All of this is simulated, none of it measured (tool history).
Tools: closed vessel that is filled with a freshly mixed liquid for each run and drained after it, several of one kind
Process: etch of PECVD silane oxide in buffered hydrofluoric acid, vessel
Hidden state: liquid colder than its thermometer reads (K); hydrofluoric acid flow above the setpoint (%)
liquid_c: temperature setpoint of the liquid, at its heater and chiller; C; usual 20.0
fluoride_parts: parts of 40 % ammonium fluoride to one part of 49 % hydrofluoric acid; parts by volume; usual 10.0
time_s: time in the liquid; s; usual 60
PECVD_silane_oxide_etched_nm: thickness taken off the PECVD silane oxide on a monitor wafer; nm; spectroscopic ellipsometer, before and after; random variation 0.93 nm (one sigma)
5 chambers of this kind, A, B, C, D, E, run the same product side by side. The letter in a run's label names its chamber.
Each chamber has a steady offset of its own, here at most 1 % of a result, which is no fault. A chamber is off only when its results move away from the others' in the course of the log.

run,hour,liquid_c,fluoride_parts,time_s,hours since the thermometer was replaced,hours since the hydrofluoric acid flow meter was replaced,"read-back film thickness of the PECVD silane oxide reference wafer, read on the same gauge (nm)",PECVD_silane_oxide_etched_nm
1D,6.2,20.0,10.0,60,397.4,1937.0,140.00,135.300
2E,10.7,20.0,10.0,60,12.0,327.9,140.00,133.230
3C,14.7,20.0,10.0,60,983.9,188.1,140.03,134.940
4B,18.7,20.0,10.0,60,291.8,125.6,140.00,133.220
5A,25.7,20.0,10.0,60,1900.2,1880.1,139.99,135.280
6B,31.2,20.0,10.0,60,304.3,138.1,140.02,133.110
7C,36.0,20.0,10.0,60,1005.2,209.4,139.98,131.960
8A,42.6,20.0,10.0,60,1917.1,1897.0,140.01,134.140
9E,46.3,20.0,10.0,60,47.6,363.5,139.98,134.610
10D,52.3,20.0,10.0,60,443.5,1983.1,140.00,134.020
11B,57.5,17.0,10.0,45,330.6,164.4,139.99,83.954
12C,62.8,17.0,10.0,45,1032.0,236.2,140.02,84.115
13A,69.4,17.0,10.0,45,1943.9,1923.8,140.00,84.326
# hour 70.9: chamber A: hydrofluoric acid flow meter replaced
14D,73.6,17.0,10.0,45,464.8,2004.4,139.97,85.690
15E,77.2,17.0,10.0,45,78.5,394.4,140.00,84.910
16B,84.3,23.0,10.0,60,357.4,191.2,140.02,155.920
17C,91.7,23.0,10.0,60,1060.9,265.1,140.03,156.710
18E,97.8,23.0,10.0,60,99.1,415.0,139.98,157.320
19D,103.9,23.0,10.0,60,495.1,2034.7,140.02,160.510
20A,108.1,23.0,10.0,60,1982.6,37.2,140.01,161.720
# hour 114.2: chamber D: hydrofluoric acid flow meter replaced
21B,115.4,20.0,10.0,60,388.5,222.3,140.02,132.160
22C,120.2,20.0,10.0,60,1089.4,293.6,140.00,132.140
23A,127.5,20.0,10.0,60,2002.0,56.6,140.00,134.370
24D,133.2,20.0,10.0,60,524.4,19.0,139.98,136.130
25E,139.9,20.0,10.0,60,141.2,457.1,140.00,134.150
26A,146.1,20.0,10.0,60,2020.6,75.2,140.02,133.110
27C,153.7,20.0,10.0,60,1122.9,327.1,139.98,133.730
28E,158.1,20.0,10.0,60,159.4,475.3,140.01,132.970
29D,164.9,20.0,10.0,60,556.1,50.7,140.02,136.390
30B,168.4,18.5,10.0,60,441.5,275.3,140.01,121.530
# hour 170.5: chamber C: thermometer replaced
31E,174.8,18.5,10.0,60,176.1,492.0,140.00,121.900
32D,180.7,18.5,10.0,60,571.9,66.5,140.01,123.830
33C,187.2,18.5,10.0,60,16.7,360.6,139.99,122.350
34B,191.7,18.5,10.0,60,464.8,298.6,140.00,122.940
35A,196.4,20.0,10.0,60,2070.9,125.5,139.99,135.710
36A,202.8,20.0,10.0,60,2077.3,131.9,139.99,134.180
37E,207.8,20.0,10.0,60,209.1,525.0,139.98,133.540
38C,214.2,20.0,10.0,60,43.7,387.6,139.98,133.980
39B,220.1,20.0,13.5,35,493.2,327.0,139.99,57.636
40D,226.2,20.0,13.5,35,617.4,112.0,140.01,58.656

What goes on in this fleet: one chamber off, a drifting gauge, or nothing beyond the chambers' own small offsets? Name the chamber and the cause, if any.

No chamber stands off beyond its own small offset, and the gauge holds steady.

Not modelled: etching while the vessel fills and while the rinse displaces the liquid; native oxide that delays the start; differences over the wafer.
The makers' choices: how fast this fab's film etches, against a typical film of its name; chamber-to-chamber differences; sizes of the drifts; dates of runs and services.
